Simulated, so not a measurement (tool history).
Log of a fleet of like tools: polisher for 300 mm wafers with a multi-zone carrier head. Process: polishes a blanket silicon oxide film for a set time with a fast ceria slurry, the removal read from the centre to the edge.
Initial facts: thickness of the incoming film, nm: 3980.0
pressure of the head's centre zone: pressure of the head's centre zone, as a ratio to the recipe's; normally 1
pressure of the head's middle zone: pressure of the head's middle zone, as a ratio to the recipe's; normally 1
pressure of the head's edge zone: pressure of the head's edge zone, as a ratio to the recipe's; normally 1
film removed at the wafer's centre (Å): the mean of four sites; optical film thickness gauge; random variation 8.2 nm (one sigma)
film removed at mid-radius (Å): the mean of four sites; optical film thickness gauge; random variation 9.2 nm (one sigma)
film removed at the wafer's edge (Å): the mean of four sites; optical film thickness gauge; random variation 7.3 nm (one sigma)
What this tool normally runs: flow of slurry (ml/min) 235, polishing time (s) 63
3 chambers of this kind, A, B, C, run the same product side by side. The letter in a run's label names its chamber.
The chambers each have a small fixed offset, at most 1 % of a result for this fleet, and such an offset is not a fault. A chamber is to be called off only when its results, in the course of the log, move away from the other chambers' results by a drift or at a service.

run	hour	flow of slurry (ml/min)	pressure of the head's centre zone	pressure of the head's middle zone	pressure of the head's edge zone	polishing time (s)	wafers polished on this pad	hours since the slurry nozzle was cleaned	hours since the centre zone pressure was calibrated	hours since the edge zone pressure was calibrated	film removed at the wafer's centre (Å)	film removed at mid-radius (Å)	film removed at the wafer's edge (Å)
1A	7	235	1	1	1	63	85	359.4	1273.3	327.4	6839	6643	6956.4
2C	13.8	235	1	1	1	63	251	113.1	482.9	152.2	6927.5	6889.8	6839.5
3B	24.7	235	1	1	1	63	529	227	995.4	233.7	6873.6	6707.6	7049.7
4A	35.1	235	1	1	1	63	303	387.5	1301.4	355.5	6722.5	6951.3	6848.4
5C	44.2	235	1	1	1	63	486	143.5	513.3	182.6	6932	7019.1	6931.5
6B	51.4	235	1	1	1	63	735	253.7	1022.1	260.4	6874.5	6783.9	6914.1
7A	60.3	310	1	1.11	1	63	497	412.7	1326.6	380.7	7219.1	7757.6	7146.5
8B	67.4	310	1	1.11	1	63	859	269.7	1038.1	276.4	7166.8	8056.5	7000.7
9C	78.2	310	1	1.11	1	63	749	177.5	547.3	216.6	7188.9	7911.3	7168.7
# hour 78.8: chamber C: worn pad replaced by a new one
# hour 85.1: chamber A: centre zone pressure recalibrated
10A	89.7	235	1	1	1	63	725	442.1	4.7	410.1	7569.1	6908.4	6971.9
# hour 92.5: chamber B: worn pad replaced by a new one
11C	99.2	235	1	1	1	63	158	198.5	568.3	237.6	6843	6977	7002.3
12B	107	235	1	1	1	63	112	309.3	1077.7	316	6839.5	7034.2	6761.3
13A	117.6	180	1	0.92	1	63	940	470	32.6	438	7230.9	6007.6	6707.1
# hour 128.7: chamber C: centre zone pressure recalibrated
14B	129.1	180	1	0.92	1	63	283	331.4	1099.8	338.1	6477.5	6273.2	6655.6
# hour 133.7: chamber A: worn pad replaced by a new one
15C	136.5	180	1	0.92	1	63	446	235.8	7.8	274.9	6687.1	6238.5	6676.7
16B	143.4	235	1	1	1	63	394	345.7	1114.1	352.4	6796.9	7039	6870.7
# hour 144.5: chamber C: edge zone pressure recalibrated
17A	154.7	235	1	1	1	63	163	507.1	69.7	475.1	7284.9	6859.5	6956.4
18C	166.1	235	1	1	1	63	675	265.4	37.4	21.6	7009.4	6988.8	6894
# hour 176.1: chamber C: worn pad replaced by a new one
# hour 176.4: chamber B: centre zone pressure recalibrated
19C	177.1	235	1	1	1	63	8	276.4	48.4	32.6	6656.2	6877.4	6940.5
20A	183.3	235	1	1	1	63	384	535.7	98.3	503.7	7488.6	6932.1	6875.3
21B	193	235	1	1	1	63	777	395.3	16.6	402	6773	6900.4	6914

What goes on in this fleet: one chamber off, a drifting gauge, or nothing beyond the chambers' own small offsets? Name the chamber and the cause, if any.

Chamber A has stood off from the others ever since a service on it.
Most likely cause: centre zone's pressure above its setpoint, % = 8.16.

Chamber A could run next with any of the 4 candidate recipes listed below; each alters the usual settings, and their results appear as question marks. Which one brings its results back in line with what the other chambers deliver on the usual settings?
Allowed miss from the other chambers' usual-settings mean, per result, to count as in line: film removed at the wafer's centre (Å) 280; film removed at mid-radius (Å) 320; film removed at the wafer's edge (Å) 250
22A-1	201.4	245	1.14	0.96	0.96	64					?	?	?
22A-2	201.4	230	0.93	1.02	1.02	63					?	?	?
22A-3	201.4	240	1.07	0.98	0.98	63					?	?	?
22A-4	201.4	225	0.87	1.04	1.04	63					?	?	?

The other chambers' mean on the usual settings: film removed at the wafer's centre (Å) 6861.1; film removed at mid-radius (Å) 6926.4; film removed at the wafer's edge (Å) 6907.3
run	film removed at the wafer's centre (Å)	film removed at mid-radius (Å)	film removed at the wafer's edge (Å)
22A-1	8807.3	6714	6877.5
22A-2	6896.6	6944.2	6938.1
22A-3	8076.3	6722.1	6826.9
22A-4	6391.1	7052.7	6992.2
22A-2 brings the chamber back in line.
